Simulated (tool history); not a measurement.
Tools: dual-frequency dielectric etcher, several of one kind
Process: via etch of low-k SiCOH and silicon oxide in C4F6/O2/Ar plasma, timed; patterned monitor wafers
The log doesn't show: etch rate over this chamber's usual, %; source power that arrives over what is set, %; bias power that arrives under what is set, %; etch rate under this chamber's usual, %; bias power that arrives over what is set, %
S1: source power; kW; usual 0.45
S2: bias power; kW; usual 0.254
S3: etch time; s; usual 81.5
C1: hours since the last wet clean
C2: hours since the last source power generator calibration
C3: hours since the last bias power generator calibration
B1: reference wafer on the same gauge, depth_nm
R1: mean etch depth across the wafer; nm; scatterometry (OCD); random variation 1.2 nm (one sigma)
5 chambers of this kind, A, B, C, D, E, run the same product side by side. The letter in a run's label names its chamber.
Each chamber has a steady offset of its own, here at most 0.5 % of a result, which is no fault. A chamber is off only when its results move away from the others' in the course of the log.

Run 1C, hour 2.2: usual settings; C1 316.1; C2 3062.8; C3 1132.1; B1 228.09. Result: R1 264.64 nm.
Run 2B, hour 5.1: usual settings; C1 83.1; C2 728.7; C3 3394.8; B1 227.98. Result: R1 265.04 nm.
Run 3A, hour 8.6: usual settings; C1 275.1; C2 2615.2; C3 1676.4; B1 228.01. Result: R1 266.3 nm.
Run 4E, hour 10.7: usual settings; C1 376.9; C2 1051.9; C3 1326.8; B1 227.94. Result: R1 265.17 nm.
Run 5D, hour 14.1: usual settings but S1 0.54 kW; C1 645.9; C2 1264.1; C3 499.7; B1 228. Result: R1 287.9 nm.
Run 6E, hour 16.3: usual settings but S1 0.54 kW; C1 382.5; C2 1057.5; C3 1332.4; B1 228.13. Result: R1 287.25 nm.
Run 7D, hour 18.6: usual settings but S1 0.54 kW; C1 650.4; C2 1268.6; C3 504.2; B1 228.17. Result: R1 286.32 nm.
Run 8A, hour 22.7: usual settings but S1 0.54 kW; C1 289.2; C2 2629.3; C3 1690.5; B1 228.05. Result: R1 289.39 nm.
Run 9B, hour 25.2: usual settings but S1 0.54 kW; C1 103.2; C2 748.8; C3 3414.9; B1 227.89. Result: R1 286.38 nm.
Run 10C, hour 28.2: usual settings; C1 342.1; C2 3088.8; C3 1158.1; B1 227.93. Result: R1 265.86 nm.
Run 11C, hour 31.9: usual settings; C1 345.8; C2 3092.5; C3 1161.8; B1 227.63. Result: R1 265.74 nm.
Run 12E, hour 34.2: usual settings; C1 400.4; C2 1075.4; C3 1350.3; B1 227.97. Result: R1 268.33 nm.
Run 13A, hour 37.1: usual settings; C1 303.6; C2 2643.7; C3 1704.9; B1 228.06. Result: R1 269.9 nm.
Run 14B, hour 41.4: usual settings but S2 0.287 kW; C1 119.4; C2 765; C3 3431.1; B1 228.02. Result: R1 280.2 nm.
Run 15D, hour 45.4: usual settings but S2 0.287 kW; C1 677.2; C2 1295.4; C3 531; B1 227.98. Result: R1 280.5 nm.
Run 16D, hour 47.3: usual settings but S2 0.287 kW; C1 679.1; C2 1297.3; C3 532.9; B1 228.04. Result: R1 281.88 nm.
At hour 47.7: chamber E: wet clean of the chamber.
Run 17C, hour 50: usual settings but S2 0.287 kW; C1 363.9; C2 3110.6; C3 1179.9; B1 228.17. Result: R1 277.41 nm.
Run 18E, hour 54.5: usual settings but S2 0.287 kW; C1 6.8; C2 1095.7; C3 1370.6; B1 227.79. Result: R1 278.31 nm.
Run 19A, hour 58.3: usual settings; C1 324.8; C2 2664.9; C3 1726.1; B1 228.16. Result: R1 276.28 nm.
Run 20B, hour 60.5: usual settings; C1 138.5; C2 784.1; C3 3450.2; B1 227.98. Result: R1 266.47 nm.
Run 21D, hour 64.2: usual settings; C1 696; C2 1314.2; C3 549.8; B1 227.95. Result: R1 268.72 nm.
Run 22A, hour 67.3: usual settings; C1 333.8; C2 2673.9; C3 1735.1; B1 227.93. Result: R1 274.96 nm.
At hour 68.7: chamber D: wet clean of the chamber.
Run 23E, hour 70.2: usual settings but S3 104.5 s; C1 22.5; C2 1111.4; C3 1386.3; B1 227.92. Result: R1 341.39 nm.
At hour 72.2: chamber C: wet clean of the chamber.
Run 24B, hour 73.8: usual settings but S3 104.5 s; C1 151.8; C2 797.4; C3 3463.5; B1 227.97. Result: R1 341.98 nm.
Run 25C, hour 75.9: usual settings but S3 104.5 s; C1 3.7; C2 3136.5; C3 1205.8; B1 227.82. Result: R1 342.32 nm.
Run 26B, hour 80.3: usual settings but S3 104.5 s; C1 158.3; C2 803.9; C3 3470; B1 227.79. Result: R1 342.02 nm.
Run 27E, hour 84.1: usual settings but S3 104.5 s; C1 36.4; C2 1125.3; C3 1400.2; B1 227.99. Result: R1 343.21 nm.
Run 28A, hour 88: usual settings; C1 354.5; C2 2694.6; C3 1755.8; B1 228.17. Result: R1 280.81 nm.
Run 29C, hour 90.8: usual settings but S3 101.5 s; C1 18.6; C2 3151.4; C3 1220.7; B1 228.06. Result: R1 330.64 nm.
Run 30D, hour 94.1: usual settings but S3 101.5 s; C1 25.5; C2 1344.1; C3 579.7; B1 228.03. Result: R1 333.06 nm.

All 5 chambers run these settings next. Forecast each chamber's results:
Run 31A, hour 97.4: usual settings but S2 0.275 kW. Result: R1 ?.
Run 31B, hour 97.4: usual settings but S2 0.275 kW. Result: R1 ?.
Run 31C, hour 97.4: usual settings but S2 0.275 kW. Result: R1 ?.
Run 31D, hour 97.4: usual settings but S2 0.275 kW. Result: R1 ?.
Run 31E, hour 97.4: usual settings but S2 0.275 kW. Result: R1 ?.

run      R1
31A  287.65
31B  273.53
31C  271.58
31D  276.08
31E  276.72
